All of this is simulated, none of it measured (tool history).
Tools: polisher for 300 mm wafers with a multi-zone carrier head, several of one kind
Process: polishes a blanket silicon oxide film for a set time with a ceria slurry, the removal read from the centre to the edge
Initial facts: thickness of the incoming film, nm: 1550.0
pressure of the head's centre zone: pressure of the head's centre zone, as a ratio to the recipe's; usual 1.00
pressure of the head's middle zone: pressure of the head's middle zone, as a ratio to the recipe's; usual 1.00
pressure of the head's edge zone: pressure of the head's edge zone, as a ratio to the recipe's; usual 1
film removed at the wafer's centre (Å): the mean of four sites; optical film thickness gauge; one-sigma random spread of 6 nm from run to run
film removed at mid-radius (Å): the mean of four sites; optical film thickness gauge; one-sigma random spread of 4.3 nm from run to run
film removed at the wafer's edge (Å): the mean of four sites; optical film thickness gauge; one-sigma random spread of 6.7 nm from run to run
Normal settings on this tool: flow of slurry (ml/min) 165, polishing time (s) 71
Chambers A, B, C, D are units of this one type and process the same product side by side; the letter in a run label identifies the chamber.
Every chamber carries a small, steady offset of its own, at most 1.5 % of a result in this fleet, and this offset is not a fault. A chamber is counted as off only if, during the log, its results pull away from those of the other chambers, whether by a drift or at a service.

run   hour  flow of slurry (ml/min)  pressure of the head's centre zone  pressure of the head's middle zone  pressure of the head's edge zone  polishing time (s)  film removed at the wafer's centre (Å)  film removed at mid-radius (Å)  film removed at the wafer's edge (Å)
 1B    4.0                      165                                1.00                                1.00                                 1                  71                                  4517.3                          4534.4                                4505.1
 2A    9.5                      165                                1.00                                1.00                                 1                  71                                  4461.1                          4587.0                                4620.1
 3C   15.2                      165                                1.00                                1.00                                 1                  71                                  4511.6                          4592.0                                4481.1
 4D   20.2                      165                                1.00                                1.00                                 1                  71                                  4449.5                          4442.9                                4378.5
 5A   27.2                      165                                1.00                                1.00                                 1                  71                                  4459.6                          4504.5                                4556.3
 6B   32.4                      165                                1.00                                1.00                                 1                  71                                  4596.3                          4516.9                                4625.9
 7C   37.8                      165                                1.00                                1.00                                 1                  71                                  4500.8                          4573.2                                4566.0
 8D   43.3                      165                                1.00                                1.00                                 1                  71                                  4439.6                          4542.2                                4442.2
 9A   48.4                      165                                1.00                                1.00                                 1                  71                                  4433.2                          4466.3                                4530.6
      54.4  -- chamber C: worn pad replaced by a new one
10C   54.7                      165                                1.00                                1.00                                 1                  71                                  4505.4                          4515.6                                4481.5
11B   61.8                      165                                1.00                                1.00                                 1                  71                                  4608.1                          4411.9                                4430.4
12D   66.3                      165                                1.00                                1.00                                 1                  71                                  4191.8                          4497.1                                4430.3
13C   72.6                      165                                1.00                                1.00                                 1                  71                                  4614.9                          4532.4                                4398.6
14D   78.7                      165                                1.00                                1.00                                 1                  71                                  4350.6                          4472.6                                4477.3
15A   82.6                      165                                1.00                                1.00                                 1                  71                                  4439.3                          4519.5                                4509.0
      87.2  -- chamber D: slurry nozzle cleaned
16B   88.1                      165                                1.00                                1.00                                 1                  71                                  4580.0                          4500.2                                4564.6
17D   92.0                      165                                1.00                                1.00                                 1                  71                                  4246.1                          4420.7                                4463.2
18A   97.0                      165                                1.00                                1.00                                 1                  71                                  4412.6                          4543.8                                4519.0
19C  103.7                      165                                1.00                                0.94                                 1                  71                                  4506.2                          4324.0                                4554.2
     105.1  -- chamber D: worn pad replaced by a new one
     109.3  -- chamber A: worn pad replaced by a new one
20B  109.4                      165                                1.00                                0.94                                 1                  71                                  4571.0                          4338.5                                4496.4
21D  114.8                      165                                1.00                                0.94                                 1                  71                                  4298.7                          4188.6                                4554.8
22B  121.7                      165                                1.00                                0.94                                 1                  71                                  4522.7                          4282.8                                4380.3
23A  126.7                      165                                1.00                                1.00                                 1                  71                                  4588.4                          4437.7                                4536.5
24C  131.4                      165                                1.00                                1.00                                 1                  63                                  4089.8                          3992.0                                4006.1
25D  137.1                      165                                1.00                                1.00                                 1                  63                                  3619.9                          3953.2                                3970.5
     141.7  -- chamber B: worn pad replaced by a new one
26C  143.3                      165                                1.00                                1.00                                 1                  63                                  4020.4                          4033.1                                4120.9
27B  148.5                      165                                1.00                                1.00                                 1                  63                                  3985.1                          4034.6                                4030.5
28A  153.1                      165                                1.00                                1.00                                 1                  71                                  4464.0                          4611.8                                4501.7
     153.5  -- chamber C: worn pad replaced by a new one
29D  157.1                      165                                1.00                                1.00                                 1                  71                                  4137.7                          4471.7                                4584.5
30C  162.2                      165                                1.00                                1.00                                 1                  71                                  4640.0                          4555.7                                4508.2
31A  166.1                      165                                1.00                                1.00                                 1                  71                                  4416.8                          4529.4                                4521.1
32B  171.8                      165                                1.05                                1.00                                 1                  71                                  4918.6                          4554.5                                4450.2
33B  176.5                      165                                1.05                                1.00                                 1                  71                                  4740.7                          4535.4                                4462.1
34C  182.4                      165                                1.05                                1.00                                 1                  71                                  4755.1                          4566.1                                4512.3
35A  185.8                      165                                1.05                                1.00                                 1                  71                                  4746.7                          4603.9                                4649.1
36D  191.8                      165                                1.10                                1.00                                 1                  80                                  5007.2                          4977.2                                5068.9
37D  196.1                      165                                1.10                                1.00                                 1                  80                                  5019.3                          5083.9                                5184.0
38C  199.6                      165                                1.10                                1.00                                 1                  80                                  5687.6                          5052.0                                5068.2
39A  206.4                      165                                1.10                                1.00                                 1                  80                                  5575.5                          5076.3                                5171.2

The same settings go to every chamber for the next run, one line per chamber below. Forecast the results for each:
40A  211.6                      205                                1.00                                1.00                                 1                  71                                       ?                               ?                                     ?
40B  211.6                      205                                1.00                                1.00                                 1                  71                                       ?                               ?                                     ?
40C  211.6                      205                                1.00                                1.00                                 1                  71                                       ?                               ?                                     ?
40D  211.6                      205                                1.00                                1.00                                 1                  71                                       ?                               ?                                     ?

run  film removed at the wafer's centre (Å)  film removed at mid-radius (Å)  film removed at the wafer's edge (Å)
40A                                  4681.7                          4593.3                                4746.7
40B                                  4720.1                          4673.1                                4613.4
40C                                  4760.3                          4671.2                                4606.2
40D                                  4080.9                          4598.1                                4636.1
